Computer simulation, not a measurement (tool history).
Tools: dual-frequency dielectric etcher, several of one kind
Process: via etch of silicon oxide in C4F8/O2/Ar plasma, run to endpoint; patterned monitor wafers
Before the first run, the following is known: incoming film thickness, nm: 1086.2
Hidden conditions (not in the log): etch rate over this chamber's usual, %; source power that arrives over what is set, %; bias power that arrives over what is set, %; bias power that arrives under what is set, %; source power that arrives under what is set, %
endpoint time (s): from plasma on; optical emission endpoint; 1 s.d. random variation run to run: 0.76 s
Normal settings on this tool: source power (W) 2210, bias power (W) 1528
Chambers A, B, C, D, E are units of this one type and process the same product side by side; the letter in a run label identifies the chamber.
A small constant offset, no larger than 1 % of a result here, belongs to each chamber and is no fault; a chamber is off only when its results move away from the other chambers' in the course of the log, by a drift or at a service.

| run | day | source power (W) | bias power (W) | hours since the last wet clean | hours since the last source power generator calibration | hours since the last bias power generator calibration | endpoint time (s) |
|---|---|---|---|---|---|---|---|
| 1D | 0.429 | 2210 | 1528 | 127.9 | 486.4 | 1050.1 | 221.21 |
| 2A | 0.775 | 2210 | 1528 | 58.9 | 4104.6 | 856 | 220.2 |
| 3C | 1.146 | 2210 | 1528 | 388.7 | 3133.2 | 1848.3 | 220.88 |
| 4E | 1.704 | 2210 | 1528 | 542.6 | 2312.1 | 2903.8 | 222.46 |
| 5B | 2.175 | 2210 | 1528 | 302.7 | 135.2 | 824.1 | 222.25 |
|  | 2.5 | chamber C: wet clean of the chamber |
| 6E | 2.517 | 2210 | 1528 | 562.1 | 2331.6 | 2923.3 | 223.14 |
| 7B | 2.871 | 1940 | 1838 | 319.4 | 151.9 | 840.8 | 220.8 |
| 8D | 3.442 | 1940 | 1838 | 200.2 | 558.7 | 1122.4 | 223 |
|  | 3.667 | chamber E: wet clean of the chamber |
| 9C | 4.038 | 1940 | 1838 | 36.9 | 3202.6 | 1917.7 | 221.41 |
| 10A | 4.604 | 1940 | 1838 | 150.8 | 4196.5 | 947.9 | 221.59 |
| 11A | 5.1 | 1940 | 1838 | 162.7 | 4208.4 | 959.8 | 221.85 |
| 12B | 5.462 | 2210 | 1528 | 381.6 | 214.1 | 903 | 221.61 |
| 13E | 6.1 | 2210 | 1528 | 58.5 | 2417.6 | 3009.3 | 222.85 |
| 14C | 6.521 | 1690 | 1874 | 96.5 | 3262.2 | 1977.3 | 232.87 |
| 15D | 7.058 | 1690 | 1874 | 287 | 645.5 | 1209.2 | 234.15 |
| 16E | 7.512 | 1690 | 1874 | 92.4 | 2451.5 | 3043.2 | 235.06 |
| 17A | 7.971 | 1690 | 1874 | 231.6 | 4277.3 | 1028.7 | 232.9 |
| 18D | 8.617 | 1690 | 1874 | 324.4 | 682.9 | 1246.6 | 232.8 |
| 19C | 9.004 | 2210 | 1528 | 156.1 | 3321.8 | 2036.9 | 220.05 |
| 20B | 9.696 | 2210 | 1528 | 483.2 | 315.7 | 1004.6 | 220.82 |
| 21D | 9.992 | 2710 | 1379 | 357.4 | 715.9 | 1279.6 | 209.73 |
| 22E | 10.633 | 2710 | 1379 | 167.3 | 2526.4 | 3118.1 | 212.38 |
| 23B | 11.267 | 2710 | 1379 | 520.9 | 353.4 | 1042.3 | 207.34 |
| 24C | 11.592 | 2710 | 1379 | 218.2 | 3383.9 | 2099 | 208.57 |
| 25A | 12.171 | 2710 | 1379 | 332.4 | 4378.1 | 1129.5 | 208.66 |
| 26A | 12.546 | 2210 | 1528 | 341.4 | 4387.1 | 1138.5 | 220.38 |
|  | 12.879 | chamber B: wet clean of the chamber |
| 27D | 13.2 | 2210 | 1528 | 434.4 | 792.9 | 1356.6 | 221.59 |
| 28C | 13.662 | 2210 | 1528 | 267.9 | 3433.6 | 2148.7 | 221.15 |
|  | 13.992 | chamber A: wet clean of the chamber |
| 29E | 14.042 | 2210 | 1528 | 249.1 | 2608.2 | 3199.9 | 223.31 |
| 30B | 14.629 | 1750 | 1238 | 42 | 434.1 | 1123 | 258.13 |
| 31A | 15.138 | 1750 | 1238 | 27.5 | 4449.3 | 1200.7 | 256.59 |
| 32C | 15.733 | 1750 | 1238 | 317.6 | 3483.3 | 2198.4 | 257.59 |
| 33B | 16.096 | 1750 | 1238 | 77.2 | 469.3 | 1158.2 | 255.3 |
| 34E | 16.562 | 1750 | 1238 | 309.6 | 2668.7 | 3260.4 | 259.58 |
|  | 16.842 | chamber D: wet clean of the chamber |
| 35D | 17.208 | 2210 | 1528 | 8.8 | 889.1 | 1452.8 | 222.57 |
| 36E | 17.792 | 2210 | 1528 | 339.1 | 2698.2 | 3289.9 | 222.59 |
| 37B | 18.288 | 2210 | 1528 | 129.8 | 521.9 | 1210.8 | 220.29 |
|  | 18.412 | chamber E: bias power generator calibrated |
| 38C | 18.954 | 2210 | 1528 | 394.9 | 3560.6 | 2275.7 | 221.33 |
| 39A | 19.596 | 2210 | 1528 | 134.5 | 4556.3 | 1307.7 | 220.2 |
| 40D | 20.058 | 2210 | 1528 | 77.2 | 957.5 | 1521.2 | 222.98 |
| 41E | 20.433 | 2210 | 1528 | 402.5 | 2761.6 | 48.5 | 225.19 |
|  | 20.492 | chamber C: wet clean of the chamber |
| 42B | 21.067 | 2210 | 1528 | 196.5 | 588.6 | 1277.5 | 220.8 |
| 43D | 21.404 | 2210 | 1528 | 109.5 | 989.8 | 1553.5 | 222.35 |
| 44C | 21.704 | 2210 | 1528 | 29.1 | 3626.6 | 2341.7 | 219.9 |

Each of the 5 chambers runs these same settings next. Fill in every chamber's results:
| 45A | 22.196 | 2210 | 1335 |  |  |  | ? |
| 45B | 22.196 | 2210 | 1335 |  |  |  | ? |
| 45C | 22.196 | 2210 | 1335 |  |  |  | ? |
| 45D | 22.196 | 2210 | 1335 |  |  |  | ? |
| 45E | 22.196 | 2210 | 1335 |  |  |  | ? |

| run | endpoint time (s) |
|---|---|
| 45A | 228.04 |
| 45B | 228.49 |
| 45C | 229.02 |
| 45D | 230.61 |
| 45E | 229.67 |

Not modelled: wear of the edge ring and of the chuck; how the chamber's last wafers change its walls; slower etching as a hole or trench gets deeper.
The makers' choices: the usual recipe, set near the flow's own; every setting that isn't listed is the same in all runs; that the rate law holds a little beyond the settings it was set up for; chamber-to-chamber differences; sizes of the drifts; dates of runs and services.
